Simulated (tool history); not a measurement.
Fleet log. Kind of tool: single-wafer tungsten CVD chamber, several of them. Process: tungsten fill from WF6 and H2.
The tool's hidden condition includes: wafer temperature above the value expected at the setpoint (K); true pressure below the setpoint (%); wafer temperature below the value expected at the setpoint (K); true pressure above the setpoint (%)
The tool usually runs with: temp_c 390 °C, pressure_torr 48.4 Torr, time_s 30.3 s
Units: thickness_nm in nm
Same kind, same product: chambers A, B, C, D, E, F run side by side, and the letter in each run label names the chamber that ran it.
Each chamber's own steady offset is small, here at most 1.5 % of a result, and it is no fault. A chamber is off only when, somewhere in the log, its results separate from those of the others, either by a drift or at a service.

run     day  temp_c  pressure_torr  time_s  hours since the last thermocouple change  hours since the last manometer calibration  read-back reference wafer on the same gauge, thickness_nm  thickness_nm
 1C   0.321     390           48.4    30.3                                     667.5                                      1228.2                                                     79.003        90.831
 2D   0.617     390           48.4    30.3                                    2034.9                                      1308.3                                                     78.993        90.906
 3A   0.912     390           48.4    30.3                                     619.3                                        99.3                                                     78.951        89.833
 4B   1.108     390           48.4    30.3                                     537.4                                       213.9                                                     78.949          90.9
 5F   1.388     390           48.4    30.3                                     970.6                                      1933.9                                                     78.929        90.712
 6E   1.575     390           48.4    30.3                                     599.7                                      1429.4                                                     78.946        90.661
 7F   1.942     390           48.4    30.3                                     983.9                                      1947.2                                                     78.936        90.618
 8C   2.288     378           48.4    33.8                                     714.7                                      1275.4                                                     78.939         79.55
 9E   2.579     378           48.4    33.8                                     623.8                                      1453.5                                                     78.895        79.493
10D   2.808     378           48.4    33.8                                    2087.5                                      1360.9                                                     78.893         80.06
11B    3.15     378           48.4    33.8                                     586.4                                       262.9                                                     78.885        80.166
      3.158  -- chamber F: capacitance manometer re-zeroed and calibrated
12A   3.533     378           48.4    33.8                                     682.2                                       162.2                                                     78.863        78.768
13B   3.796     378           48.4    33.8                                     601.9                                       278.4                                                     78.832        80.095
14D   4.133     390           48.4    30.3                                    2119.3                                      1392.7                                                     78.837        91.044
15A   4.454     390           37.5    30.3                                     704.3                                       184.3                                                     78.814        79.657
16F   4.675     390           37.5    30.3                                    1049.5                                        36.4                                                     78.792        80.365
17C   4.992     390           37.5    30.3                                     779.6                                      1340.3                                                     78.782        80.345
18E   5.212     390           37.5    30.3                                       687                                      1516.7                                                     78.772        80.664
19E   5.388     390           37.5    30.3                                     691.2                                      1520.9                                                     78.744        80.389
20D   5.679     390           37.5    30.3                                    2156.4                                      1429.8                                                     78.806        80.667
21F   5.988     390           48.4    30.3                                      1081                                        67.9                                                     78.758        90.393
22C   6.238     390           48.4    30.3                                     809.5                                      1370.2                                                     78.745        90.453
23B   6.475     390           48.4    30.3                                     666.2                                       342.7                                                     78.748        90.521
24A   6.846     390           48.4    30.3                                     761.7                                       241.7                                                     78.717        89.767
25B   7.167     390           48.4    30.3                                     682.8                                       359.3                                                     78.697        90.569
26C    7.45     390           48.4    30.3                                     838.6                                      1399.3                                                     78.715         90.64
27E   7.812     390           48.4    30.3                                     749.4                                      1579.1                                                     78.686        90.465
28A   8.008     390           48.4    30.3                                     789.6                                       269.6                                                     78.672        89.576
29D   8.254     390           48.4    30.3                                    2218.2                                      1491.6                                                     78.642        90.713
30F   8.425     390           54.2    35.9                                    1139.5                                       126.4                                                     78.621        112.81
31D   8.621     390           54.2    35.9                                      2227                                      1500.4                                                     78.643        113.27
      8.658  -- chamber C: capacitance manometer re-zeroed and calibrated
32E   8.988     390           54.2    35.9                                     777.6                                      1607.3                                                     78.652        112.31
      9.283  -- chamber D: capacitance manometer re-zeroed and calibrated
33A   9.292     390           54.2    35.9                                     820.4                                       300.4                                                     78.625        111.69
34B   9.508     390           54.2    35.9                                       739                                       415.5                                                     78.574        112.82
35C   9.783     390           54.2    35.9                                     894.6                                          27                                                     78.599        112.34
36F  10.058     390           48.4    30.3                                    1178.7                                       165.6                                                     78.593        90.129
37E    10.3     390           48.4    30.3                                     809.1                                      1638.8                                                     78.571         90.08
38D  10.479     390           48.4    30.3                                    2271.6                                        28.7                                                      78.53        90.745
39A  10.712     390           48.4    30.3                                     854.5                                       334.5                                                     78.541         89.43
40B  11.029     390           48.4    30.3                                     775.5                                         452                                                     78.555        90.171
41F  11.254     390           48.4    30.3                                    1207.4                                       194.3                                                     78.536        90.266

The same settings go to every chamber for the next run, one line per chamber below. Forecast the results for each:
42A  11.542     390           48.4    30.3                                                                                                                                                              ?
42B  11.542     390           48.4    30.3                                                                                                                                                              ?
42C  11.542     390           48.4    30.3                                                                                                                                                              ?
42D  11.542     390           48.4    30.3                                                                                                                                                              ?
42E  11.542     390           48.4    30.3                                                                                                                                                              ?
42F  11.542     390           48.4    30.3                                                                                                                                                              ?

run  thickness_nm
42A        89.292
42B        90.317
42C        90.258
42D        90.437
42E        90.263
42F        90.204
